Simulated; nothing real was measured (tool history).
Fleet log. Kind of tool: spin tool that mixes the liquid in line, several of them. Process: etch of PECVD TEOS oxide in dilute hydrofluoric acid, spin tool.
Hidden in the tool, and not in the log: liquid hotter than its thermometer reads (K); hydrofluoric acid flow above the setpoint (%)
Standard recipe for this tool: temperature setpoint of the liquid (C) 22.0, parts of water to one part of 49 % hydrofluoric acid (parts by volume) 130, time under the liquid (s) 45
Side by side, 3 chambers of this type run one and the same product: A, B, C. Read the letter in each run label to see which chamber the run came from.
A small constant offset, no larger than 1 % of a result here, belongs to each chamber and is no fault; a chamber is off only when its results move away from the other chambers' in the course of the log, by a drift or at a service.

run	hour	temperature setpoint of the liquid (C)	parts of water to one part of 49 % hydrofluoric acid (parts by volume)	time under the liquid (s)	hours since the thermometer was replaced	hours since the hydrofluoric acid flow meter was replaced	read-back film thickness of the PECVD TEOS oxide reference wafer, read on the same gauge (nm)	thickness taken off the PECVD TEOS oxide on a monitor wafer (nm)
1C	7.6	22.0	130	45	1447.3	19.6	100.030	8.0828
2B	21.2	22.0	130	45	137.7	1365.1	100.000	8.0927
3A	34.0	22.0	130	45	320.6	1388.4	99.997	8.1329
4A	46.1	22.0	130	45	332.7	1400.5	99.977	8.0338
5C	56.0	22.0	130	45	1495.7	68.0	99.984	8.0154
6B	68.8	22.0	130	45	185.3	1412.7	100.010	8.1001
7C	77.6	22.0	130	45	1517.3	89.6	100.000	8.2463
8A	87.9	22.0	130	45	374.5	1442.3	99.996	8.1650
9B	99.3	22.0	130	45	215.8	1443.2	99.995	8.1545
10C	113.2	22.0	95	45	1552.9	125.2	99.999	11.4100
11B	123.6	22.0	95	45	240.1	1467.5	99.977	11.6210
12A	133.2	22.0	95	45	419.8	1487.6	100.010	11.6010
13A	139.5	22.0	130	45	426.1	1493.9	99.997	8.3455
14B	153.3	22.0	130	45	269.8	1497.2	100.010	8.2461
15C	161.0	22.0	130	45	1600.7	173.0	99.990	8.0663
16C	168.8	22.0	130	45	1608.5	180.8	100.000	8.0442
17A	177.7	24.5	185	45	464.3	1532.1	100.030	6.1674
18B	189.5	24.5	185	45	306.0	1533.4	99.982	6.0385
19A	197.3	24.5	185	45	483.9	1551.7	100.010	6.1659
20B	204.0	22.0	130	45	320.5	1547.9	99.994	8.1311
21C	215.4	22.0	130	45	1655.1	227.4	100.000	8.1720
22A	224.0	22.0	130	45	510.6	1578.4	100.000	8.5191
23C	237.7	22.0	130	45	1677.4	249.7	99.999	8.1288
24B	245.0	22.0	130	45	361.5	1588.9	99.981	8.1027
25A	253.5	22.0	130	65	540.1	1607.9	100.000	12.3650
26B	264.3	22.0	130	65	380.8	1608.2	100.010	11.8510
27C	271.5	22.0	130	65	1711.2	283.5	99.997	11.6550
28C	283.6	22.0	130	45	1723.3	295.6	100.010	8.0366
29A	294.1	22.0	130	45	580.7	1648.5	100.020	8.6519
30B	304.7	22.0	130	45	421.2	1648.6	99.992	8.0551
31A	318.3	22.0	130	45	604.9	1672.7	100.000	8.8762
32C	330.9	22.0	130	45	1770.6	342.9	100.000	8.0656
33B	341.2	22.0	170	60	457.7	1685.1	100.010	8.0054
34B	352.0	22.0	170	60	468.5	1695.9	100.000	8.1410

Predict what each chamber gives when all 3 of them run the settings below next.
35A	362.2	23.5	130	45				?
35B	362.2	23.5	130	45				?
35C	362.2	23.5	130	45				?

run	thickness taken off the PECVD TEOS oxide on a monitor wafer (nm)
35A	9.4123
35B	8.7743
35C	8.6588
